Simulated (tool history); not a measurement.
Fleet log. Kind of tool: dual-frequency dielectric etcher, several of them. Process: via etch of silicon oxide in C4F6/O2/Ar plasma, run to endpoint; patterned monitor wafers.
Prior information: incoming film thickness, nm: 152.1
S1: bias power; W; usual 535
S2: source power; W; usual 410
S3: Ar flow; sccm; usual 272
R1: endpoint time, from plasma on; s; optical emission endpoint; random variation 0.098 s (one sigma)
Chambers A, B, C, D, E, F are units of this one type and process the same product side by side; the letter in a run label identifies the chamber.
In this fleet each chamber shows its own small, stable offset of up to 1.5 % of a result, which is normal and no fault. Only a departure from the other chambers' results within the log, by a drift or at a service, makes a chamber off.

run   hour   S1   S2   S3      R1
 1D    5.0  535  410  272  31.540
 2C    9.6  535  410  272  31.926
 3A   17.6  535  410  272  32.440
 4B   22.0  535  410  272  31.989
 5F   30.1  535  410  272  31.935
 6E   34.2  535  410  272  31.888
 7A   40.6  535  410  272  32.406
 8D   45.2  535  410  272  31.462
      48.5  -- chamber D: Ar flow controller replaced
 9F   49.0  535  410  272  32.095
10B   54.5  535  490  272  29.986
11E   62.2  535  490  272  29.751
      62.4  -- chamber A: bias power generator calibrated
12C   66.3  535  490  272  29.808
13E   73.6  535  490  272  29.749
      78.7  -- chamber E: wet clean of the chamber
14F   79.7  535  490  272  29.999
15B   85.5  535  490  272  30.128
16D   93.1  535  410  272  31.311
17A   97.8  415  410  228  35.022
18C  105.0  415  410  228  34.331
19D  112.4  415  410  228  33.535
20C  118.7  415  410  228  34.319
21B  123.4  415  410  228  34.726
22F  130.6  415  410  228  34.711
23E  135.1  535  410  272  31.969
24A  142.0  535  410  272  32.329
25A  149.6  535  410  272  32.281
26C  154.7  535  410  272  31.905
27E  158.4  610  410  296  30.683
28D  163.1  610  410  296  29.785
29F  169.8  610  410  296  30.794
30B  176.6  610  410  296  30.940
     180.0  -- chamber A: wet clean of the chamber
31B  184.2  610  410  296  30.753
     187.8  -- chamber F: wet clean of the chamber
32A  188.2  610  410  296  30.980
33F  193.5  535  410  272  31.888
34D  200.8  535  410  272  30.969
35E  206.7  535  410  272  31.912
36C  212.7  535  410  272  31.809
37D  216.4  535  410  272  30.764

Decide between three cases: one chamber stands off from its peers, the gauge reading all wafers drifts, or nothing is wrong past each chamber's small offset. Where a chamber is off, say which and what most likely put it there.

One chamber, D, drifts off from the rest bit by bit.
Cause: etch rate over this chamber's usual, % = 2.65.

Below are 4 candidate recipes for chamber D's next run, each the usual settings with a change, their results shown as question marks. Which of them brings D's results back in line with what the other chambers give on the usual settings?
Counts as in line when no further than this from what the other chambers average on the usual settings: R1 0.340 s
38D-1  222.2  535  450  263   ?
38D-2  222.2  561  410  268   ?
38D-3  222.2  521  400  274   ?
38D-4  222.2  535  370  272   ?

What the other chambers average on the usual settings: R1 32.078 s
  run      R1
38D-1  29.658
38D-2  30.207
38D-3  31.432
38D-4  31.999
38D-4 brings the chamber back in line.
